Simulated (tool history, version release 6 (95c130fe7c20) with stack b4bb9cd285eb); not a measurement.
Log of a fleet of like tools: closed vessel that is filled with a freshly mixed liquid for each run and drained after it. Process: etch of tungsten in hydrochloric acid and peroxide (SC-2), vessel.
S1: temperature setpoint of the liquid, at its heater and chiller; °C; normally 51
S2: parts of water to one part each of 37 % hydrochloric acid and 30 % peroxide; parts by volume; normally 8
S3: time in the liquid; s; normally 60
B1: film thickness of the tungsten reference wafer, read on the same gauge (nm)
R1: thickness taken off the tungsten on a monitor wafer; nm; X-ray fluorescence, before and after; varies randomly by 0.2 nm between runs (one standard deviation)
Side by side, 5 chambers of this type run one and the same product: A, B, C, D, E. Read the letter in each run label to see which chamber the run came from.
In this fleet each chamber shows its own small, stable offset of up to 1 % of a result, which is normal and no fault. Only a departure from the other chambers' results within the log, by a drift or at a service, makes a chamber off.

run	hour	S1	S2	S3	B1	R1
1A	7.2	51	8	60	49.964	20.569
2C	17.7	51	8	60	50.056	20.731
3B	23.5	51	8	60	49.997	20.186
# hour 25.7: chamber E: new drum of peroxide connected
4E	34	51	8	60	49.973	20.955
5D	44.3	58	8	60	50.011	32.592
6A	52.5	58	8	60	49.992	32.593
7D	58	58	8	60	49.981	32.885
8C	66.2	58	8	60	49.986	32.785
9B	76.9	58	8	60	50.025	32.557
10E	84.4	51	8	60	50.04	20.592
11A	90.9	51	8	60	50.006	20.673
12D	101.9	51	8	60	49.989	20.725
13B	113.1	51	8	60	50.038	20.725
14E	121.4	51	8	60	49.991	20.028
15C	130.1	51	8	60	50.059	20.85
16E	136.6	51	8	60	50.043	20.198
17B	143	51	8	60	50.035	20.788
18D	151.2	51	8	40	50.038	13.807
19C	159.5	51	8	40	50.035	13.994
20A	165.5	51	8	40	50.011	13.597
# hour 167.2: chamber B: new drum of peroxide connected
21C	173.5	51	8	40	49.924	14.005
# hour 177: chamber B: chemicals flow meter replaced
22B	182	51	8	40	49.944	13.851
23A	187.6	51	8	60	50.005	20.877
24D	195	51	8	60	50.001	20.934
25E	204.9	51	8	60	50.017	19.475
26A	211.9	51	8	60	50.043	20.8
# hour 216.7: chamber C: thermometer replaced
27E	222.4	55.5	9.5	60	49.97	22.486
28C	232	55.5	9.5	60	49.997	24.576
29B	240.7	55.5	9.5	60	49.967	24.632
30D	251.2	55.5	9.5	60	49.975	24.175
31B	260.5	55.5	9.5	60	49.954	24.216
32E	266.8	42.5	11	60	50.034	8.2831
33D	277.3	42.5	11	60	50.007	8.8985

Read the log: is a single chamber off, either drifting away or since a service, is the gauge that measures every chamber drifting, or is nothing wrong beyond small per-chamber offsets? Name any odd chamber and what most likely caused it.

Chamber E drifts away from the others.
Most likely cause: liquid colder than its thermometer reads (K) = 1.39.
Not necessarily distinguishable in this log from: chemicals flow below the setpoint (%).

Below are 4 candidate recipes for chamber E's next run, each the usual settings with a change, their results shown as question marks. Which of them brings E's results back in line with what the other chambers give on the usual settings?
Allowed miss from the other chambers' usual-settings mean, per result, to count as in line: R1 0.71 nm
34E-1	285.3	51	8	65		?
34E-2	285.3	50.5	8	60		?
34E-3	285.3	49.5	8	60		?
34E-4	285.3	51.5	8	60		?

The other chambers' mean on the usual settings: R1 20.692 nm
run	R1
34E-1	20.288
34E-2	18.123
34E-3	16.956
34E-4	19.35
The right change is 34E-1: it brings the chamber back within the allowed miss of the others.

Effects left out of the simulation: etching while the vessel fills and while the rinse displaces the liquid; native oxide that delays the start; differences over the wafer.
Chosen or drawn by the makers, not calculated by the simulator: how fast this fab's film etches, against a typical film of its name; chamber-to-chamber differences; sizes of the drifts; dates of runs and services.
